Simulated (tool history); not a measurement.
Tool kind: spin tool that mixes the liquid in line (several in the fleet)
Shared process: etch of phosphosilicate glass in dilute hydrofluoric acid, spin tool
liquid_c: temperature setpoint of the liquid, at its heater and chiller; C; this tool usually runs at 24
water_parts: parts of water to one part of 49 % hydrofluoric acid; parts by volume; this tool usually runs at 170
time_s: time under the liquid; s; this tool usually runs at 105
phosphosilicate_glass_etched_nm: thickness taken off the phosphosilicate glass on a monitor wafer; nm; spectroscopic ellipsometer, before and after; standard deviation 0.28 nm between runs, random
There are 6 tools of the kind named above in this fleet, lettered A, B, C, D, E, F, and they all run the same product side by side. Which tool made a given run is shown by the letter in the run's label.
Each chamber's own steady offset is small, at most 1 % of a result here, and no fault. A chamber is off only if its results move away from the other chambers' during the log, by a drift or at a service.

run	hour	liquid_c	water_parts	time_s	hours since the thermometer was replaced	hours since the hydrofluoric acid flow meter was replaced	read-back film thickness of the phosphosilicate glass reference wafer, read on the same gauge (nm)	phosphosilicate_glass_etched_nm
# hour 4.7: chamber F: thermometer replaced
1E	8.7	24	170	105	1766.7	164.8	59.995	37.112
2F	16.8	24	170	105	12.1	390	60.004	37.363
3A	29.8	24	170	105	2458.2	531.9	59.988	37.534
4C	44.6	24	170	105	145.5	188.7	59.988	37.245
5B	54.4	24	170	105	295.4	533.5	59.995	36.306
6D	63.6	24	250	45	514.9	93.4	59.991	9.8493
7E	74.6	24	250	45	1832.6	230.7	59.999	10.009
8D	87.4	24	250	45	538.7	117.2	60.004	9.8031
# hour 93.6: chamber F: hydrofluoric acid flow meter replaced
9F	95.2	24	250	45	90.5	1.7	60.013	9.8084
10C	103.9	24	250	45	204.8	248	60.002	10.046
11A	119.1	24	250	45	2547.5	621.2	60.009	9.829
12B	132.6	26	170	65	373.6	611.7	59.996	24.604
13E	146.6	26	170	65	1904.6	302.7	60.012	25.049
14C	154.6	26	170	65	255.5	298.7	59.999	24.954
15D	164.5	26	170	65	615.8	194.3	59.998	24.796
16F	173.7	26	170	65	169	80.2	60.004	24.663
17A	182.7	26	170	65	2611.1	684.8	59.994	25.007
18B	189.9	24	170	105	430.9	669	59.99	36.867
19E	203.1	24	170	105	1961.1	359.2	59.986	37.718
# hour 212.9: chamber B: thermometer replaced
20C	215.7	24	170	105	316.6	359.8	59.99	36.897
21A	227.9	24	170	105	2656.3	730	59.989	37.13
22F	242.1	24	170	105	237.4	148.6	60.011	37.207
23B	251.1	24	170	105	38.2	730.2	60.021	36.65
24D	264.9	24	170	105	716.2	294.7	60.002	37.028
25A	281.3	24	170	105	2709.7	783.4	60.016	37.254
26E	291.4	24	170	105	2049.4	447.5	60.004	38.817
27C	300.3	24	170	105	401.2	444.4	59.982	37.361
28D	309.7	28	170	150	761	339.5	60.007	61.287
29F	323.3	28	170	150	318.6	229.8	60.029	60.091
30B	333.1	28	170	150	120.2	812.2	60.018	61.362
31F	342.6	28	170	150	337.9	249.1	60.005	60.368
32D	354.4	28	170	150	805.7	384.2	59.991	61.502
33B	370.9	28	170	150	158	850	60.002	61.191
34C	378.1	24	130	105	479	522.2	60.008	50.533
35E	389.9	24	130	105	2147.9	546	60.007	54.704
36A	398.3	24	130	105	2826.7	900.4	59.983	50.821
37A	413.4	24	130	105	2841.8	915.5	60	51.479
38B	425.7	24	130	105	212.8	904.8	60.007	50.856
39F	441.1	24	130	105	436.4	347.6	59.992	50.394
40D	449.3	24	170	105	900.6	479.1	60.032	36.817
41E	461.3	24	170	130	2219.3	617.4	59.988	49.816
42C	472.1	24	170	130	573	616.2	60.014	45.916

For the next run the whole fleet of 6 chambers uses the same settings. Give each chamber's results:
43A	484	24	170	105				?
43B	484	24	170	105				?
43C	484	24	170	105				?
43D	484	24	170	105				?
43E	484	24	170	105				?
43F	484	24	170	105				?

run	phosphosilicate_glass_etched_nm
43A	37.099
43B	36.801
43C	37.567
43D	37.273
43E	40.573
43F	37.373

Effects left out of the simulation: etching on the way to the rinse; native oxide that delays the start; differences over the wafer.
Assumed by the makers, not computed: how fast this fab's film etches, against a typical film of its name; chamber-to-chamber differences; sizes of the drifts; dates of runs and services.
